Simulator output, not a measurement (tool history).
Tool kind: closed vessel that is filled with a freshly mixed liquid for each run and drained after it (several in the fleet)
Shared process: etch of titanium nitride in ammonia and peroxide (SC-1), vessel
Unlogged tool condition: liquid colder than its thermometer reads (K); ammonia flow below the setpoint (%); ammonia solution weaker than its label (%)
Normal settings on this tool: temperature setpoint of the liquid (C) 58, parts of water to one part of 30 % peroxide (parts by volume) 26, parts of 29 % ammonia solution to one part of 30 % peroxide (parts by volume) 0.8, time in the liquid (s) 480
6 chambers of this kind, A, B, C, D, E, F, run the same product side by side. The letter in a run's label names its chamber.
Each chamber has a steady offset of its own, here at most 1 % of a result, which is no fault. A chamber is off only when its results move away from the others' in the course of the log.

run,hour,temperature setpoint of the liquid (C),parts of water to one part of 30 % peroxide (parts by volume),parts of 29 % ammonia solution to one part of 30 % peroxide (parts by volume),time in the liquid (s),hours since the thermometer was replaced,hours since the ammonia flow meter was replaced,hours since the drum of ammonia solution was connected,"read-back film thickness of the titanium nitride reference wafer, read on the same gauge (nm)",thickness taken off the titanium nitride on a monitor wafer (angstrom)
1F,5.9,58,26,0.8,480,1737.3,798.2,120.5,60.001,325.98
2A,19,58,26,0.8,480,917.4,31.9,84.1,60.008,321.65
# hour 19.3: chamber E: new drum of ammonia solution connected
3D,32.4,58,26,0.8,480,718.1,407.2,843.8,59.967,326.05
4C,43.1,58,26,0.8,480,1431.3,305.6,365.1,59.992,326.17
# hour 51.8: chamber F: ammonia flow meter replaced
5E,55,66,19.5,0.8,480,660.7,731.5,35.7,60.003,649.97
# hour 56.1: chamber C: thermometer replaced
6B,62.6,66,19.5,0.8,480,2184.7,1308.5,710.5,59.998,639.49
7D,71,66,19.5,0.8,480,756.7,445.8,882.4,60.013,642.23
8F,79.7,66,19.5,0.8,480,1811.1,28,194.3,60.004,649.27
9A,90.9,66,19.5,0.8,480,989.3,103.8,156,60.001,625.45
10B,102.4,66,19.5,0.8,480,2224.5,1348.3,750.3,60.015,650.1
11C,111.8,58,26,0.8,480,55.8,374.3,433.8,59.972,326
12E,120.3,65.5,26,0.8,480,726,796.8,101,59.987,527.89
13C,128.8,65.5,26,0.8,480,72.8,391.3,450.8,60.014,531.57
14E,139.9,65.5,26,0.8,480,745.6,816.4,120.6,60.003,531.31
15B,152.9,65.5,26,0.8,480,2275,1398.8,800.8,59.981,534.48
16A,162.9,65.5,26,0.8,480,1061.3,175.8,228,59.974,507.57
# hour 168.9: chamber D: ammonia flow meter replaced
17F,170.7,65.5,26,0.8,480,1902.1,119,285.3,59.983,528.81
18D,178.1,58,26,0.6,480,863.8,9.3,989.5,59.964,309.64
19E,187.9,58,26,0.6,480,793.6,864.4,168.6,60.022,309.78
20F,196.4,58,26,0.6,480,1927.8,144.7,311,59.992,304.52
21C,208.1,58,26,0.6,480,152.1,470.6,530.1,60.022,308
22B,218.5,58,26,0.6,480,2340.6,1464.4,866.4,59.957,309.69
23A,228.5,58,26,0.6,480,1126.9,241.4,293.6,59.984,296.05
# hour 231.2: chamber E: thermometer replaced
24D,235.3,58,26,0.8,480,921,66.5,1046.7,60.005,325.52
25D,244.5,58,26,0.8,480,930.2,75.7,1055.9,60.024,323.94
# hour 245.9: chamber D: thermometer replaced
# hour 248.9: chamber E: ammonia flow meter replaced
26B,254.3,58,26,0.8,480,2376.4,1500.2,902.2,59.993,321.84
27C,262.3,58,26,0.8,480,206.3,524.8,584.3,59.991,324.3
# hour 264.7: chamber D: new drum of ammonia solution connected
28E,274.1,58,26,0.8,480,43,25.3,254.8,59.969,322.14
29A,280.5,58,26,0.8,480,1178.9,293.4,345.6,60.055,316.5
30F,291,58,26,0.8,480,2022.4,239.3,405.6,60.052,328.8
31B,302.4,58,26,0.8,480,2424.5,1548.3,950.3,60.041,324.18
32F,310.7,58,26,0.8,480,2042.1,259,425.3,59.983,326.34
33E,320.4,58,14,0.95,480,89.3,71.6,301.1,60.026,463.82
# hour 326.1: chamber B: thermometer replaced
34A,333.2,58,14,0.95,480,1231.6,346.1,398.3,60.005,444.29
35C,345.8,58,14,0.95,480,289.8,608.3,667.8,60.003,469.89
36D,357,58,14,0.95,480,111.1,188.2,92.3,59.964,461.09
# hour 366.3: chamber A: new drum of ammonia solution connected
37F,369.3,58,14,0.95,480,2100.7,317.6,483.9,60.003,476.74
38D,376.5,58,14,0.95,480,130.6,207.7,111.8,60.033,465.14
39B,386.7,58,26,0.8,480,60.7,1632.6,1034.6,60.012,322.49
40C,395.8,58,26,0.8,480,339.8,658.3,717.8,60.006,329.4
41A,404,58,26,0.8,335,1302.4,416.9,37.8,59.991,215.44
42E,411.4,58,26,0.8,335,180.3,162.6,392.1,60.011,227.04
43E,418.5,58,26,0.8,335,187.4,169.7,399.2,60.021,226.47
44C,428.5,58,26,0.8,335,372.5,691,750.5,60.007,228.85

What goes on in this fleet: one chamber off, a drifting gauge, or nothing beyond the chambers' own small offsets? Name the chamber and the cause, if any.

One chamber, A, drifts off from the rest bit by bit.
Likeliest cause: liquid colder than its thermometer reads (K) = 0.72.

Here are 4 candidates for chamber A's next run, each the usual settings with a change, their results left as question marks. Which one brings its results back in line with what the others give on the usual settings?
Counts as in line when no further than this from what the other chambers average on the usual settings: thickness taken off the titanium nitride on a monitor wafer (angstrom) 8.6
45A-1,438.2,57,26,0.8,455,,,,,?
45A-2,438.2,57.5,26,0.8,470,,,,,?
45A-3,438.2,58,26,0.8,535,,,,,?
45A-4,438.2,58.5,26,0.8,490,,,,,?

The other chambers' mean on the usual settings: thickness taken off the titanium nitride on a monitor wafer (angstrom) 324.96
run,thickness taken off the titanium nitride on a monitor wafer (angstrom)
45A-1,273.54
45A-2,292.18
45A-3,343.64
45A-4,325.17
It is 45A-4 that realigns the chamber with its peers.
